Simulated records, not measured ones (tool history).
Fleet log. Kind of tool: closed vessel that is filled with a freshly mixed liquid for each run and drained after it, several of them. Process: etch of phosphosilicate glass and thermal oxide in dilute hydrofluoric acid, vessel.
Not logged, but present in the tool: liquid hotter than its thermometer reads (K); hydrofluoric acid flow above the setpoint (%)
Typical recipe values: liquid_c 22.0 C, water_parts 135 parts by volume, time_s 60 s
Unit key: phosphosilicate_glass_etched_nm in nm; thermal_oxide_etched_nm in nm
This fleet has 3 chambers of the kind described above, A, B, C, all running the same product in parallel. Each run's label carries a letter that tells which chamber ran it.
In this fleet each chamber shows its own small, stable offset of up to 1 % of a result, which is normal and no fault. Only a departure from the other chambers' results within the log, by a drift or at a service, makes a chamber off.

| run | hour | liquid_c | water_parts | time_s | hours since the thermometer was replaced | hours since the hydrofluoric acid flow meter was replaced | read-back film thickness of the phosphosilicate glass reference wafer, read on the same gauge (nm) | read-back film thickness of the thermal oxide reference wafer, read on the same gauge (nm) | phosphosilicate_glass_etched_nm | thermal_oxide_etched_nm |
|---|---|---|---|---|---|---|---|---|---|---|
| 1C | 5.6 | 22.0 | 135 | 60 | 585.9 | 1745.1 | 50.012 | 120.02 | 35.684 | 1.7993 |
| 2B | 15.1 | 22.0 | 135 | 60 | 1818.4 | 282.1 | 50.008 | 119.96 | 35.118 | 1.8306 |
| 3A | 19.8 | 22.0 | 135 | 60 | 1084.0 | 1655.3 | 49.987 | 120.01 | 34.996 | 1.7483 |
| 4B | 28.7 | 22.0 | 135 | 60 | 1832.0 | 295.7 | 49.995 | 120.02 | 35.068 | 1.8279 |
| 5A | 37.8 | 22.0 | 135 | 60 | 1102.0 | 1673.3 | 50.007 | 120.00 | 35.108 | 1.7725 |
| 6C | 43.2 | 22.0 | 135 | 60 | 623.5 | 1782.7 | 49.997 | 120.01 | 35.333 | 1.8407 |
| 7A | 50.3 | 22.0 | 135 | 60 | 1114.5 | 1685.8 | 49.990 | 119.98 | 35.058 | 1.8476 |
| 8B | 55.5 | 22.0 | 135 | 60 | 1858.8 | 322.5 | 49.998 | 119.95 | 35.189 | 1.7941 |
| 9C | 63.2 | 22.0 | 135 | 60 | 643.5 | 1802.7 | 49.993 | 120.02 | 34.887 | 1.8207 |
| 10A | 71.2 | 22.0 | 135 | 60 | 1135.4 | 1706.7 | 49.981 | 119.98 | 35.169 | 1.8319 |
| 11B | 78.9 | 22.0 | 135 | 60 | 1882.2 | 345.9 | 49.994 | 120.05 | 35.205 | 1.8074 |
| 12C | 84.7 | 22.0 | 135 | 60 | 665.0 | 1824.2 | 49.998 | 120.01 | 35.326 | 1.7933 |
| 13A | 94.5 | 22.0 | 135 | 60 | 1158.7 | 1730.0 | 50.014 | 120.00 | 34.854 | 1.8051 |
| 14C | 102.9 | 22.0 | 135 | 60 | 683.2 | 1842.4 | 50.014 | 120.03 | 35.270 | 1.8027 |
| 15B | 109.3 | 22.0 | 135 | 60 | 1912.6 | 376.3 | 50.012 | 120.00 | 35.513 | 1.8109 |
| 16A | 117.5 | 22.0 | 185 | 60 | 1181.7 | 1753.0 | 50.010 | 119.93 | 24.223 | 1.2580 |
| 17B | 126.7 | 22.0 | 185 | 60 | 1930.0 | 393.7 | 50.022 | 119.94 | 24.539 | 1.2730 |
| 18C | 134.5 | 22.0 | 185 | 60 | 714.8 | 1874.0 | 49.981 | 119.96 | 24.206 | 1.2223 |
| 19C | 141.1 | 22.0 | 135 | 60 | 721.4 | 1880.6 | 49.965 | 120.04 | 35.333 | 1.8014 |
| 20A | 148.1 | 22.0 | 135 | 60 | 1212.3 | 1783.6 | 49.997 | 120.03 | 34.841 | 1.8554 |
| 21B | 154.1 | 26.5 | 135 | 75 | 1957.4 | 421.1 | 50.012 | 120.00 | 52.330 | 2.7470 |
| 22C | 158.4 | 26.5 | 135 | 75 | 738.7 | 1897.9 | 50.028 | 120.06 | 52.752 | 2.7294 |
| 23B | 163.7 | 26.5 | 135 | 75 | 1967.0 | 430.7 | 49.978 | 119.97 | 52.647 | 2.7162 |
| 24A | 170.9 | 22.0 | 135 | 60 | 1235.1 | 1806.4 | 49.988 | 119.95 | 34.837 | 1.8343 |
| 25B | 178.3 | 22.0 | 135 | 60 | 1981.6 | 445.3 | 50.009 | 119.99 | 35.469 | 1.8149 |
| 26C | 186.8 | 22.0 | 135 | 60 | 767.1 | 1926.3 | 49.991 | 120.04 | 35.207 | 1.8276 |
| 27A | 191.1 | 22.0 | 135 | 60 | 1255.3 | 1826.6 | 49.983 | 120.00 | 35.278 | 1.7742 |
| 28A | 199.7 | 22.0 | 135 | 60 | 1263.9 | 1835.2 | 49.949 | 119.96 | 34.936 | 1.8166 |
| 29B | 205.0 | 22.0 | 135 | 60 | 2008.3 | 472.0 | 50.001 | 119.95 | 35.275 | 1.8274 |
|  | 209.1 | chamber C: hydrofluoric acid flow meter replaced |
| 30C | 210.4 | 26.0 | 135 | 45 | 790.7 | 1.3 | 49.990 | 119.99 | 30.568 | 1.5997 |
| 31C | 216.0 | 26.0 | 135 | 45 | 796.3 | 6.9 | 49.989 | 119.96 | 30.959 | 1.6281 |

Decide between three cases: one chamber stands off from its peers, the gauge reading all wafers drifts, or nothing is wrong past each chamber's small offset. Where a chamber is off, say which and what most likely put it there.

Nothing is wrong: each chamber keeps only its own small, steady offset and the gauge holds still.

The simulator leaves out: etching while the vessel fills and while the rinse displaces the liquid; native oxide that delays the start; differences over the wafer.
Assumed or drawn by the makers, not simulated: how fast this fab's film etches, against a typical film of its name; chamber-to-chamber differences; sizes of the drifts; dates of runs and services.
